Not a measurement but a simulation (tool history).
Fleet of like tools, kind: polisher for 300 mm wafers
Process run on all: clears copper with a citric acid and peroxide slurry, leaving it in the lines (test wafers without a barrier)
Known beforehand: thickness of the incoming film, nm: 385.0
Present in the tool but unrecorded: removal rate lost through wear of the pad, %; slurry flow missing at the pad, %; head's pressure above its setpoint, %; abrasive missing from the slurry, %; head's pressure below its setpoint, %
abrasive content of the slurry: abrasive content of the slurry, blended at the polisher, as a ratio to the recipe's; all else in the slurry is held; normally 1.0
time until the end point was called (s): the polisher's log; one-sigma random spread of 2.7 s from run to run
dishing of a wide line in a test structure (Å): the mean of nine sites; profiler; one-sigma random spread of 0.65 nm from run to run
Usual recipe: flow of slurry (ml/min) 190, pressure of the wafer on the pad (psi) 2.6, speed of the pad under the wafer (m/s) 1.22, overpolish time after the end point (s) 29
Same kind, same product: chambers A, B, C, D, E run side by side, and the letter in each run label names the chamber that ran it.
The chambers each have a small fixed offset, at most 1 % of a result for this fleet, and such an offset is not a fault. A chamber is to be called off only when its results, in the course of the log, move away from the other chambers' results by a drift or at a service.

run   hour  flow of slurry (ml/min)  pressure of the wafer on the pad (psi)  speed of the pad under the wafer (m/s)  abrasive content of the slurry  overpolish time after the end point (s)  wafers polished on this pad  hours since the slurry nozzle was cleaned  hours since the head pressure was calibrated  hours since the slurry blender was calibrated  time until the end point was called (s)  dishing of a wide line in a test structure (Å)
 1B    6.6                      190                                     2.6                                    1.22                             1.0                                       29                          258                                      150.1                                         506.4                                          208.4                                   195.84                                          399.83
 2D   14.0                      190                                     2.6                                    1.22                             1.0                                       29                          354                                      215.0                                         992.4                                          150.0                                   197.03                                          395.35
      17.3  -- chamber B: head pressure recalibrated
 3E   18.8                      190                                     2.6                                    1.22                             1.0                                       29                          750                                      525.2                                         345.9                                           31.9                                   198.00                                          388.84
      24.3  -- chamber A: worn pad replaced by a new one
 4C   25.7                      190                                     2.6                                    1.22                             1.0                                       29                          795                                      486.7                                         207.7                                          359.1                                   195.53                                          377.46
 5A   32.9                      190                                     2.6                                    1.22                             1.0                                       29                           51                                      177.5                                         106.0                                          243.2                                   199.43                                          400.97
 6C   37.6                      190                                     2.6                                    1.22                             1.0                                       29                          867                                      498.6                                         219.6                                          371.0                                   199.74                                          400.28
 7E   41.3                      190                                     2.6                                    1.22                             1.0                                       29                          886                                      547.7                                         368.4                                           54.4                                   198.88                                          398.71
 8D   47.4                      190                                     2.6                                    1.22                             1.0                                       29                          556                                      248.4                                        1025.8                                          183.4                                   199.80                                          383.21
      54.6  -- chamber C: worn pad replaced by a new one
 9B   54.7                      190                                     2.6                                    1.22                             1.0                                       29                          548                                      198.2                                          37.4                                          256.5                                   198.31                                          405.82
      54.8  -- chamber C: slurry blender recalibrated
10A   59.3                      190                                     2.6                                    1.58                             1.0                                       29                          211                                      203.9                                         132.4                                          269.6                                   158.38                                          489.51
11B   65.8                      190                                     2.6                                    1.58                             1.0                                       29                          615                                      209.3                                          48.5                                          267.6                                   152.02                                          493.06
12D   71.9                      190                                     2.6                                    1.58                             1.0                                       29                          703                                      272.9                                        1050.3                                          207.9                                   156.27                                          485.37
      74.4  -- chamber D: worn pad replaced by a new one
13E   79.3                      190                                     2.6                                    1.58                             1.0                                       29                         1115                                      585.7                                         406.4                                           92.4                                   156.37                                          479.68
14A   85.4                      190                                     2.6                                    1.58                             1.0                                       29                          368                                      230.0                                         158.5                                          295.7                                   152.43                                          493.09
15C   89.1                      190                                     2.6                                    1.22                             1.0                                       29                          208                                      550.1                                         271.1                                           34.3                                   195.69                                          385.95
16B   93.9                      190                                     2.6                                    1.22                             1.0                                       29                          784                                      237.4                                          76.6                                          295.7                                   193.72                                          392.05
17C   98.8                      140                                     2.6                                    1.22                             1.2                                       29                          266                                      559.8                                         280.8                                           44.0                                   196.32                                          396.78
     103.4  -- chamber B: worn pad replaced by a new one
     104.2  -- chamber E: worn pad replaced by a new one
18E  105.2                      140                                     2.6                                    1.22                             1.2                                       29                            6                                      611.6                                         432.3                                          118.3                                   200.13                                          382.74
     108.1  -- chamber B: slurry blender recalibrated
19A  112.5                      140                                     2.6                                    1.22                             1.2                                       29                          531                                      257.1                                         185.6                                          322.8                                   201.14                                          390.25
20D  116.9                      140                                     2.6                                    1.22                             1.2                                       29                          256                                      317.9                                        1095.3                                          252.9                                   200.88                                          393.27
     119.1  -- chamber C: slurry nozzle cleaned
21E  124.5                      140                                     2.6                                    1.22                             1.2                                       29                          122                                      630.9                                         451.6                                          137.6                                   203.74                                          398.74
22B  131.2                      190                                     2.6                                    0.88                             1.0                                       29                          168                                      274.7                                         113.9                                           23.1                                   272.70                                          312.46
23A  136.1                      190                                     2.6                                    0.88                             1.0                                       29                          673                                      280.7                                         209.2                                          346.4                                   277.27                                          297.27
24D  140.2                      190                                     2.6                                    0.88                             1.0                                       29                          397                                      341.2                                        1118.6                                          276.2                                   276.03                                          303.56
25C  145.0                      190                                     2.6                                    0.88                             1.0                                       29                          545                                       25.9                                         327.0                                           90.2                                   281.35                                          279.48
     148.1  -- chamber E: slurry blender recalibrated
26D  152.8                      190                                     2.6                                    0.88                             1.0                                       29                          473                                      353.8                                        1131.2                                          288.8                                   275.93                                          288.57
27C  157.7                      190                                     2.6                                    1.22                             1.0                                       29                          621                                       38.6                                         339.7                                          102.9                                   204.26                                          368.61
28E  164.8                      190                                     2.6                                    1.22                             1.0                                       29                          365                                      671.2                                         491.9                                           16.8                                   203.27                                          389.05
     168.1  -- chamber A: worn pad replaced by a new one
29A  168.3                      190                                     2.6                                    1.22                             1.0                                       29                            1                                      312.9                                         241.4                                          378.6                                   195.72                                          387.59
30B  173.4                      190                                     2.2                                    1.22                             1.0                                       13                          422                                      316.9                                         156.1                                           65.3                                   228.67                                          162.32
     175.9  -- chamber A: slurry blender recalibrated
31D  180.0                      190                                     2.2                                    1.22                             1.0                                       13                          636                                      381.0                                        1158.4                                          316.0                                   234.68                                          161.62
     183.1  -- chamber D: worn pad replaced by a new one
     184.6  -- chamber D: slurry nozzle cleaned
32E  187.3                      190                                     2.2                                    1.22                             1.0                                       13                          501                                      693.7                                         514.4                                           39.3                                   238.18                                          155.34
33B  194.1                      190                                     2.2                                    1.22                             1.0                                       13                          547                                      337.6                                         176.8                                           86.0                                   234.92                                          162.27
34A  200.6                      190                                     2.2                                    1.22                             1.0                                       13                          196                                      345.2                                         273.7                                           24.7                                   238.62                                          159.68
35C  205.3                      190                                     2.6                                    1.22                             1.0                                       29                          908                                       86.2                                         387.3                                          150.5                                   209.00                                          359.54
36E  209.6                      190                                     2.6                                    1.22                             1.0                                       29                          635                                      716.0                                         536.7                                           61.6                                   199.69                                          390.77
     213.5  -- chamber C: worn pad replaced by a new one
37C  217.3                      190                                     2.6                                    1.22                             1.0                                       29                           22                                       98.2                                         399.3                                          162.5                                   223.77                                          364.67
38D  222.1                      190                                     2.6                                    1.22                             1.0                                       29                          235                                       37.6                                        1200.5                                          358.1                                   203.60                                          392.90
39B  225.9                      190                                     2.6                                    1.22                             1.0                                       29                          738                                      369.4                                         208.6                                          117.8                                   198.51                                          396.45
40A  229.8                      190                                     2.6                                    1.22                             1.0                                       29                          372                                      374.4                                         302.9                                           53.9                                   196.94                                          386.11
41C  234.5                      190                                     2.6                                    1.22                             1.0                                       29                          126                                      115.4                                         416.5                                          179.7                                   219.21                                          349.56

Read the log: is a single chamber off, either drifting away or since a service, is the gauge that measures every chamber drifting, or is nothing wrong beyond small per-chamber offsets? Name any odd chamber and what most likely caused it.

Chamber C drifts away from the others.
Likeliest cause: head's pressure below its setpoint, % = 12.4.

Which of the 4 candidates below, each the usual settings with something changed and its results left as question marks, puts chamber C back in line with what the other chambers give on the usual settings?
In line means no further than this from the other chambers' mean on the usual settings: time until the end point was called (s) 9.60; dishing of a wide line in a test structure (Å) 23.00
42C-1  240.2                      190                                     2.8                                    1.28                             1.0                                       29                                                                                                                                                                                                             ?                                               ?
42C-2  240.2                      190                                     2.4                                    1.16                             1.0                                       29                                                                                                                                                                                                             ?                                               ?
42C-3  240.2                      190                                     2.6                                    1.20                             1.0                                       29                                                                                                                                                                                                             ?                                               ?
42C-4  240.2                      190                                     2.6                                    1.24                             1.0                                       29                                                                                                                                                                                                             ?                                               ?

Usual-settings mean across the other chambers: time until the end point was called (s) 199.83; dishing of a wide line in a test structure (Å) 393.40
  run  time until the end point was called (s)  dishing of a wide line in a test structure (Å)
42C-1                                   198.85                                          390.31
42C-2                                   254.32                                          311.90
42C-3                                   227.62                                          345.45
42C-4                                   220.51                                          355.19
42C-1 puts the chamber back in line with the other chambers.
